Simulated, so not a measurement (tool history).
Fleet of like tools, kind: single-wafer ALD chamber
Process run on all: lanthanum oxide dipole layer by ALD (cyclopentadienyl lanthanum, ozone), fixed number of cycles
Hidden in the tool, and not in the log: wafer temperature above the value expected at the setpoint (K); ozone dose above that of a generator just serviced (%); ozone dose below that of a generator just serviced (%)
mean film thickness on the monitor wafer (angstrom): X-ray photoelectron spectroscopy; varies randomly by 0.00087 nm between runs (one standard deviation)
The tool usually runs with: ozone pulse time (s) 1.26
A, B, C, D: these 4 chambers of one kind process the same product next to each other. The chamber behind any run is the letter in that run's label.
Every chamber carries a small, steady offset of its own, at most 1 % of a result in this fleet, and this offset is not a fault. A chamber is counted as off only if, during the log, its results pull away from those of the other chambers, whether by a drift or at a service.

run	hour	ozone pulse time (s)	hours since the last thermocouple change	hours since the last ozone generator service	read-back reference wafer on the same gauge, thickness_nm	mean film thickness on the monitor wafer (angstrom)
1C	9.0	1.26	473.4	137.8	0.57294	5.3143
2B	18.3	1.26	2368.8	725.6	0.57265	5.3107
3D	25.8	1.26	772.2	257.6	0.57287	5.3461
4A	35.8	1.26	542.0	386.7	0.57249	5.3522
5A	45.2	1.26	551.4	396.1	0.57274	5.3589
6B	58.9	1.26	2409.4	766.2	0.57244	5.3042
7D	73.0	1.26	819.4	304.8	0.57239	5.3348
8C	85.0	1.72	549.4	213.8	0.57227	5.6038
9D	95.5	1.72	841.9	327.3	0.57226	5.6280
10A	106.6	1.72	612.8	457.5	0.57206	5.6380
11B	117.2	1.72	2467.7	824.5	0.57218	5.5838
12C	132.7	1.26	597.1	261.5	0.57202	5.3312
13C	145.8	1.26	610.2	274.6	0.57185	5.3198
# hour 151.1: chamber A: ozone generator serviced
14B	161.8	1.26	2512.3	869.1	0.57174	5.3076
15A	177.2	0.89	683.4	26.2	0.57183	4.8277
16D	184.6	0.89	931.0	416.4	0.57181	4.8076
17B	192.7	0.89	2543.2	900.0	0.57152	4.7871
18D	206.9	0.89	953.3	438.7	0.57120	4.8107
19A	216.8	1.26	723.0	65.8	0.57133	5.3528
20C	229.8	1.26	694.2	358.6	0.57101	5.3017
21C	242.1	1.09	706.5	370.9	0.57134	5.1105
22D	257.8	1.09	1004.2	489.6	0.57129	5.1430
23B	264.9	1.09	2615.4	972.2	0.57113	5.1076
24A	276.9	1.09	783.1	125.9	0.57091	5.1420
25C	287.4	1.26	751.8	416.2	0.57090	5.3179
26B	300.3	1.57	2650.8	1007.6	0.57058	5.5011
27A	313.8	1.57	820.0	162.8	0.57096	5.5448
28D	326.2	1.57	1072.6	558.0	0.57079	5.5353
29D	342.4	1.57	1088.8	574.2	0.57039	5.5385
30B	356.2	1.26	2706.7	1063.5	0.57026	5.2919
31A	363.7	1.26	869.9	212.7	0.57006	5.3325
32C	378.2	1.26	842.6	507.0	0.57027	5.3011
33A	388.0	1.00	894.2	237.0	0.57016	5.0130
# hour 398.6: chamber D: ozone generator serviced
# hour 400.4: chamber B: thermocouple changed; heater temperature recalibrated
34C	403.3	1.00	867.7	532.1	0.57016	4.9854
35B	413.6	1.00	13.3	1120.9	0.57004	4.9742
36D	422.0	1.00	1168.4	23.5	0.56968	5.0092
37C	430.6	1.26	895.0	559.4	0.56999	5.2844
38A	440.7	1.26	946.9	289.7	0.56975	5.3155
39B	452.8	1.26	52.5	1160.1	0.56948	5.2613
40D	464.0	1.26	1210.4	65.5	0.56952	5.3185
41A	479.9	0.79	986.1	328.9	0.56940	4.5840
42B	491.7	0.79	91.4	1199.0	0.56953	4.5644
43D	499.9	0.79	1246.3	101.4	0.56933	4.5855

Read the log: is a single chamber off, either drifting away or since a service, is the gauge that measures every chamber drifting, or is nothing wrong beyond small per-chamber offsets? Name any odd chamber and what most likely caused it.

Every chamber seems to shift together because the gauge that measures them all drifts; the chambers themselves are fine.
Most likely cause: gauge reads low (%) = 0.672.
